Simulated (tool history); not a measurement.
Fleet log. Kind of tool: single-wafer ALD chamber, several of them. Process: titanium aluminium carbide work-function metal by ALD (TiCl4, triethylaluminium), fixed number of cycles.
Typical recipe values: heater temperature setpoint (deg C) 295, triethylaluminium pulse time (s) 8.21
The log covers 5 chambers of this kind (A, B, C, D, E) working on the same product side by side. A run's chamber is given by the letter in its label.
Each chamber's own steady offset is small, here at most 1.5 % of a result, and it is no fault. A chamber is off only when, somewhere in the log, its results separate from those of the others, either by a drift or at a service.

| run | hour | heater temperature setpoint (deg C) | triethylaluminium pulse time (s) | hours since the last thermocouple change | hours since the last triethylaluminium bottle change | read-back reference wafer on the same gauge, thickness_nm | mean film thickness on the monitor wafer (nm) |
|---|---|---|---|---|---|---|---|
| 1B | 5.7 | 295 | 8.21 | 157.4 | 858.1 | 2.1703 | 1.9057 |
| 2C | 10.5 | 295 | 8.21 | 110 | 908.5 | 2.1691 | 1.8749 |
| 3D | 15.7 | 295 | 8.21 | 756.8 | 436.5 | 2.1708 | 1.9256 |
| 4A | 19.4 | 295 | 8.21 | 959.6 | 158.5 | 2.1723 | 1.8899 |
| 5E | 22.4 | 307 | 6.93 | 710.2 | 498.8 | 2.1656 | 1.9525 |
| 6D | 26.5 | 307 | 6.93 | 767.6 | 447.3 | 2.1679 | 1.9402 |
| 7C | 31 | 307 | 6.93 | 130.5 | 929 | 2.1724 | 1.9057 |
| 8B | 34.1 | 307 | 6.93 | 185.8 | 886.5 | 2.1694 | 1.9309 |
| 9E | 39 | 307 | 6.93 | 726.8 | 515.4 | 2.1725 | 1.9564 |
| 10A | 42.7 | 295 | 8.21 | 982.9 | 181.8 | 2.1678 | 1.8754 |
| 11E | 47.4 | 295 | 8.21 | 735.2 | 523.8 | 2.1713 | 1.9294 |
| 12C | 50.3 | 295 | 8.21 | 149.8 | 948.3 | 2.1705 | 1.8611 |
| 13B | 55.9 | 295 | 9.94 | 207.6 | 908.3 | 2.1697 | 1.9606 |
| 14D | 61.4 | 295 | 9.94 | 802.5 | 482.2 | 2.1699 | 1.9533 |
| 15A | 65.3 | 295 | 9.94 | 1005.5 | 204.4 | 2.1719 | 1.9371 |
| 16B | 68.3 | 295 | 9.94 | 220 | 920.7 | 2.1719 | 1.9478 |
| 17D | 73.8 | 295 | 9.94 | 814.9 | 494.6 | 2.1691 | 1.9841 |
| 18E | 77.5 | 295 | 8.21 | 765.3 | 553.9 | 2.1678 | 1.9183 |
| 19C | 80.3 | 295 | 8.21 | 179.8 | 978.3 | 2.1697 | 1.8592 |
| 20A | 83.7 | 295 | 8.21 | 1023.9 | 222.8 | 2.1697 | 1.8566 |
| 21E | 87.4 | 295 | 8.21 | 775.2 | 563.8 | 2.1679 | 1.9152 |
| 22C | 90.1 | 295 | 8.21 | 189.6 | 988.1 | 2.1688 | 1.8422 |
| 23D | 93.4 | 295 | 8.21 | 834.5 | 514.2 | 2.1687 | 1.9014 |
| 24A | 98.1 | 295 | 8.21 | 1038.3 | 237.2 | 2.1736 | 1.9009 |
| 25B | 101 | 295 | 8.21 | 252.7 | 953.4 | 2.1684 | 1.9069 |
| 26A | 105 | 295 | 5.08 | 1045.2 | 244.1 | 2.1718 | 1.6354 |
| 27B | 107.7 | 295 | 5.08 | 259.4 | 960.1 | 2.1712 | 1.6605 |
| 28E | 113.4 | 295 | 5.08 | 801.2 | 589.8 | 2.1704 | 1.6631 |
| 29C | 118.1 | 295 | 5.08 | 217.6 | 1016.1 | 2.1663 | 1.5363 |
| 30D | 123.7 | 295 | 5.08 | 864.8 | 544.5 | 2.171 | 1.6866 |
|  | 124.5 | chamber E: triethylaluminium bottle replaced |
| 31A | 127.2 | 295 | 8.21 | 1067.4 | 266.3 | 2.1692 | 1.8644 |
|  | 127.4 | chamber A: thermocouple changed; heater temperature recalibrated |
| 32B | 129.9 | 295 | 8.21 | 281.6 | 982.3 | 2.1715 | 1.9083 |
| 33E | 135.1 | 295 | 8.21 | 822.9 | 10.7 | 2.17 | 1.9333 |
| 34D | 139.7 | 302 | 7.22 | 880.8 | 560.5 | 2.171 | 1.9332 |
| 35C | 144.1 | 302 | 7.22 | 243.6 | 1042.1 | 2.1687 | 1.7768 |
| 36A | 146.6 | 302 | 7.22 | 19.2 | 285.7 | 2.1697 | 1.9088 |
| 37C | 150.7 | 302 | 7.22 | 250.2 | 1048.7 | 2.1702 | 1.7566 |

Has any chamber moved away from the others, gradually or after a service, or does the common gauge drift, or do the chambers differ only by their own small steady offsets? State the chamber and the most likely cause if one applies.

Little by little, chamber C moves away from the other chambers.
Likeliest cause: triethylaluminium dose below that of a fresh bottle (%) = 22.4.

Chamber C could run next with any of the 4 candidate recipes listed below; each alters the usual settings, and their results appear as question marks. Which one brings its results back in line with what the other chambers deliver on the usual settings?
In line means no further than this from the other chambers' mean on the usual settings: mean film thickness on the monitor wafer (nm) 0.035
| 38C-1 | 154.8 | 279 | 8.21 |  |  |  | ? |
| 38C-2 | 154.8 | 304 | 8.21 |  |  |  | ? |
| 38C-3 | 154.8 | 286 | 8.21 |  |  |  | ? |
| 38C-4 | 154.8 | 300 | 10.05 |  |  |  | ? |

Usual-settings mean across the other chambers: mean film thickness on the monitor wafer (nm) 1.903
| run | mean film thickness on the monitor wafer (nm) |
|---|---|
| 38C-1 | 1.6456 |
| 38C-2 | 1.8405 |
| 38C-3 | 1.6997 |
| 38C-4 | 1.8983 |
Change 38C-4 lands the chamber within the allowed miss of the other chambers.

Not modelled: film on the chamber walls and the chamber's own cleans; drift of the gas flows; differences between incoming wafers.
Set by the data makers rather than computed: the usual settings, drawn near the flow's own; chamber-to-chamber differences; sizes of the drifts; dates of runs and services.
